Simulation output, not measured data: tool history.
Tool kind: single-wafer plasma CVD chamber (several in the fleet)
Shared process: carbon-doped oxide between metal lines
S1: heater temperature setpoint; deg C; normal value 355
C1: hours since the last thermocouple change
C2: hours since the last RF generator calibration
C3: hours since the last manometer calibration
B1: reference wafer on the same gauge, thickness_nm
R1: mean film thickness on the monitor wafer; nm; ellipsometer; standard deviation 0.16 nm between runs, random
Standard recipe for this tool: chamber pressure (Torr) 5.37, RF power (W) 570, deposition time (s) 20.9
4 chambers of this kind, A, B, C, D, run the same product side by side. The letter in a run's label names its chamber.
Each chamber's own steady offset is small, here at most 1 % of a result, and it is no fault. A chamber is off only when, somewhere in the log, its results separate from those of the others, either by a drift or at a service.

run 1B day=0.196 | S1=355 chamber_pressure_(Torr)=5.37 RF_power_(W)=570 deposition_time_(s)=20.9 | C1=427.8 C2=1017.5 C3=1807.8 | B1=135 | R1=115.37
run 2D day=0.396 | S1=355 chamber_pressure_(Torr)=5.37 RF_power_(W)=570 deposition_time_(s)=20.9 | C1=1372.9 C2=226.3 C3=696.6 | B1=135.06 | R1=117.08
run 3A day=0.492 | S1=355 chamber_pressure_(Torr)=5.37 RF_power_(W)=570 deposition_time_(s)=20.9 | C1=997.7 C2=1668.4 C3=1583.4 | B1=135.05 | R1=116.13
run 4C day=0.667 | S1=355 chamber_pressure_(Torr)=5.37 RF_power_(W)=570 deposition_time_(s)=20.9 | C1=2876.8 C2=919.6 C3=341.3 | B1=135.13 | R1=116.34
run 5C day=0.817 | S1=355 chamber_pressure_(Torr)=5.37 RF_power_(W)=570 deposition_time_(s)=20.9 | C1=2880.4 C2=923.2 C3=344.9 | B1=135.06 | R1=116.27
run 6A day=0.979 | S1=355 chamber_pressure_(Torr)=5.37 RF_power_(W)=570 deposition_time_(s)=20.9 | C1=1009.4 C2=1680.1 C3=1595.1 | B1=135.13 | R1=115.9
run 7D day=1.108 | S1=355 chamber_pressure_(Torr)=5.37 RF_power_(W)=570 deposition_time_(s)=20.9 | C1=1390 C2=243.4 C3=713.7 | B1=135.07 | R1=117.08
run 8B day=1.217 | S1=355 chamber_pressure_(Torr)=5.37 RF_power_(W)=570 deposition_time_(s)=20.9 | C1=452.3 C2=1042 C3=1832.3 | B1=135.18 | R1=115.75
run 9D day=1.342 | S1=355 chamber_pressure_(Torr)=5.37 RF_power_(W)=570 deposition_time_(s)=20.9 | C1=1395.6 C2=249 C3=719.3 | B1=135.15 | R1=117.27
run 10B day=1.475 | S1=355 chamber_pressure_(Torr)=5.37 RF_power_(W)=570 deposition_time_(s)=20.9 | C1=458.5 C2=1048.2 C3=1838.5 | B1=135.16 | R1=115.72
run 11C day=1.662 | S1=355 chamber_pressure_(Torr)=5.37 RF_power_(W)=570 deposition_time_(s)=20.9 | C1=2900.7 C2=943.5 C3=365.2 | B1=135.17 | R1=116.31
run 12A day=1.754 | S1=361 chamber_pressure_(Torr)=4.2 RF_power_(W)=570 deposition_time_(s)=20.9 | C1=1028 C2=1698.7 C3=1613.7 | B1=135.23 | R1=110.32
run 13C day=1.858 | S1=361 chamber_pressure_(Torr)=4.2 RF_power_(W)=570 deposition_time_(s)=20.9 | C1=2905.4 C2=948.2 C3=369.9 | B1=135.22 | R1=110.33
run 14D day=1.962 | S1=361 chamber_pressure_(Torr)=4.2 RF_power_(W)=570 deposition_time_(s)=20.9 | C1=1410.5 C2=263.9 C3=734.2 | B1=135.21 | R1=111.44
run 15B day=2.096 | S1=361 chamber_pressure_(Torr)=4.2 RF_power_(W)=570 deposition_time_(s)=20.9 | C1=473.4 C2=1063.1 C3=1853.4 | B1=135.21 | R1=109.92
-- day=2.267 chamber A: thermocouple changed; heater temperature recalibrated
run 16A day=2.271 | S1=355 chamber_pressure_(Torr)=5.37 RF_power_(W)=570 deposition_time_(s)=20.9 | C1=0.2 C2=1711.1 C3=1626.1 | B1=135.29 | R1=115.91
run 17A day=2.446 | S1=355 chamber_pressure_(Torr)=4.15 RF_power_(W)=570 deposition_time_(s)=22.9 | C1=4.4 C2=1715.3 C3=1630.3 | B1=135.32 | R1=122.77
run 18C day=2.629 | S1=355 chamber_pressure_(Torr)=4.15 RF_power_(W)=570 deposition_time_(s)=22.9 | C1=2923.9 C2=966.7 C3=388.4 | B1=135.27 | R1=122.87
run 19D day=2.812 | S1=355 chamber_pressure_(Torr)=4.15 RF_power_(W)=570 deposition_time_(s)=22.9 | C1=1430.9 C2=284.3 C3=754.6 | B1=135.34 | R1=123.77
run 20B day=2.942 | S1=355 chamber_pressure_(Torr)=4.15 RF_power_(W)=570 deposition_time_(s)=22.9 | C1=493.7 C2=1083.4 C3=1873.7 | B1=135.37 | R1=122.21
run 21B day=3.096 | S1=355 chamber_pressure_(Torr)=5.37 RF_power_(W)=570 deposition_time_(s)=20.9 | C1=497.4 C2=1087.1 C3=1877.4 | B1=135.33 | R1=115.46
run 22A day=3.308 | S1=355 chamber_pressure_(Torr)=5.37 RF_power_(W)=570 deposition_time_(s)=20.9 | C1=25.1 C2=1736 C3=1651 | B1=135.41 | R1=116.35
run 23D day=3.521 | S1=355 chamber_pressure_(Torr)=5.37 RF_power_(W)=570 deposition_time_(s)=20.9 | C1=1447.9 C2=301.3 C3=771.6 | B1=135.46 | R1=117.39
run 24C day=3.667 | S1=355 chamber_pressure_(Torr)=5.37 RF_power_(W)=570 deposition_time_(s)=20.9 | C1=2948.8 C2=991.6 C3=413.3 | B1=135.39 | R1=116.63
run 25A day=3.783 | S1=345 chamber_pressure_(Torr)=5.37 RF_power_(W)=570 deposition_time_(s)=20.9 | C1=36.5 C2=1747.4 C3=1662.4 | B1=135.47 | R1=119.66
run 26C day=3.917 | S1=345 chamber_pressure_(Torr)=5.37 RF_power_(W)=570 deposition_time_(s)=20.9 | C1=2954.8 C2=997.6 C3=419.3 | B1=135.46 | R1=120.01
run 27B day=4.067 | S1=345 chamber_pressure_(Torr)=5.37 RF_power_(W)=570 deposition_time_(s)=20.9 | C1=520.7 C2=1110.4 C3=1900.7 | B1=135.47 | R1=119.09
run 28D day=4.242 | S1=345 chamber_pressure_(Torr)=5.37 RF_power_(W)=570 deposition_time_(s)=20.9 | C1=1465.2 C2=318.6 C3=788.9 | B1=135.5 | R1=120.94
run 29C day=4.362 | S1=355 chamber_pressure_(Torr)=5.37 RF_power_(W)=570 deposition_time_(s)=20.9 | C1=2965.5 C2=1008.3 C3=430 | B1=135.52 | R1=116.47
-- day=4.392 chamber C: thermocouple changed; heater temperature recalibrated
run 30B day=4.508 | S1=355 chamber_pressure_(Torr)=5.37 RF_power_(W)=570 deposition_time_(s)=20.9 | C1=531.3 C2=1121 C3=1911.3 | B1=135.53 | R1=115.85
run 31D day=4.642 | S1=355 chamber_pressure_(Torr)=5.37 RF_power_(W)=570 deposition_time_(s)=20.9 | C1=1474.8 C2=328.2 C3=798.5 | B1=135.53 | R1=117.25
run 32A day=4.788 | S1=355 chamber_pressure_(Torr)=5.37 RF_power_(W)=570 deposition_time_(s)=20.9 | C1=60.6 C2=1771.5 C3=1686.5 | B1=135.56 | R1=116.25
run 33A day=4.971 | S1=355 chamber_pressure_(Torr)=5.37 RF_power_(W)=570 deposition_time_(s)=20.9 | C1=65 C2=1775.9 C3=1690.9 | B1=135.55 | R1=116.41
run 34D day=5.1 | S1=355 chamber_pressure_(Torr)=5.37 RF_power_(W)=570 deposition_time_(s)=20.9 | C1=1485.8 C2=339.2 C3=809.5 | B1=135.62 | R1=117.58
run 35C day=5.267 | S1=355 chamber_pressure_(Torr)=4.8 RF_power_(W)=570 deposition_time_(s)=20.9 | C1=21.1 C2=1030 C3=451.7 | B1=135.58 | R1=114.61
run 36B day=5.442 | S1=355 chamber_pressure_(Torr)=4.8 RF_power_(W)=570 deposition_time_(s)=20.9 | C1=553.7 C2=1143.4 C3=1933.7 | B1=135.61 | R1=114.2
run 37B day=5.633 | S1=355 chamber_pressure_(Torr)=4.8 RF_power_(W)=570 deposition_time_(s)=20.9 | C1=558.3 C2=1148 C3=1938.3 | B1=135.67 | R1=113.89
run 38A day=5.812 | S1=355 chamber_pressure_(Torr)=4.8 RF_power_(W)=570 deposition_time_(s)=20.9 | C1=85.2 C2=1796.1 C3=1711.1 | B1=135.69 | R1=114.88
run 39C day=6.004 | S1=355 chamber_pressure_(Torr)=5.37 RF_power_(W)=570 deposition_time_(s)=20.9 | C1=38.8 C2=1047.7 C3=469.4 | B1=135.67 | R1=116.68
run 40D day=6.138 | S1=355 chamber_pressure_(Torr)=5.37 RF_power_(W)=570 deposition_time_(s)=20.9 | C1=1510.7 C2=364.1 C3=834.4 | B1=135.72 | R1=117.59
run 41B day=6.35 | S1=355 chamber_pressure_(Torr)=5.37 RF_power_(W)=570 deposition_time_(s)=20.9 | C1=575.5 C2=1165.2 C3=1955.5 | B1=135.73 | R1=115.72
run 42C day=6.475 | S1=355 chamber_pressure_(Torr)=5.37 RF_power_(W)=570 deposition_time_(s)=20.9 | C1=50.1 C2=1059 C3=480.7 | B1=135.71 | R1=116.9

All chambers now run identical settings, listed one chamber a line with results as question marks. What results will each chamber show?
run 43A day=6.629 | S1=355 chamber_pressure_(Torr)=5.82 RF_power_(W)=570 deposition_time_(s)=20.9 | R1=?
run 43B day=6.629 | S1=355 chamber_pressure_(Torr)=5.82 RF_power_(W)=570 deposition_time_(s)=20.9 | R1=?
run 43C day=6.629 | S1=355 chamber_pressure_(Torr)=5.82 RF_power_(W)=570 deposition_time_(s)=20.9 | R1=?
run 43D day=6.629 | S1=355 chamber_pressure_(Torr)=5.82 RF_power_(W)=570 deposition_time_(s)=20.9 | R1=?

run=43A R1=117.69
run=43B R1=117.1
run=43C R1=118.03
run=43D R1=118.69

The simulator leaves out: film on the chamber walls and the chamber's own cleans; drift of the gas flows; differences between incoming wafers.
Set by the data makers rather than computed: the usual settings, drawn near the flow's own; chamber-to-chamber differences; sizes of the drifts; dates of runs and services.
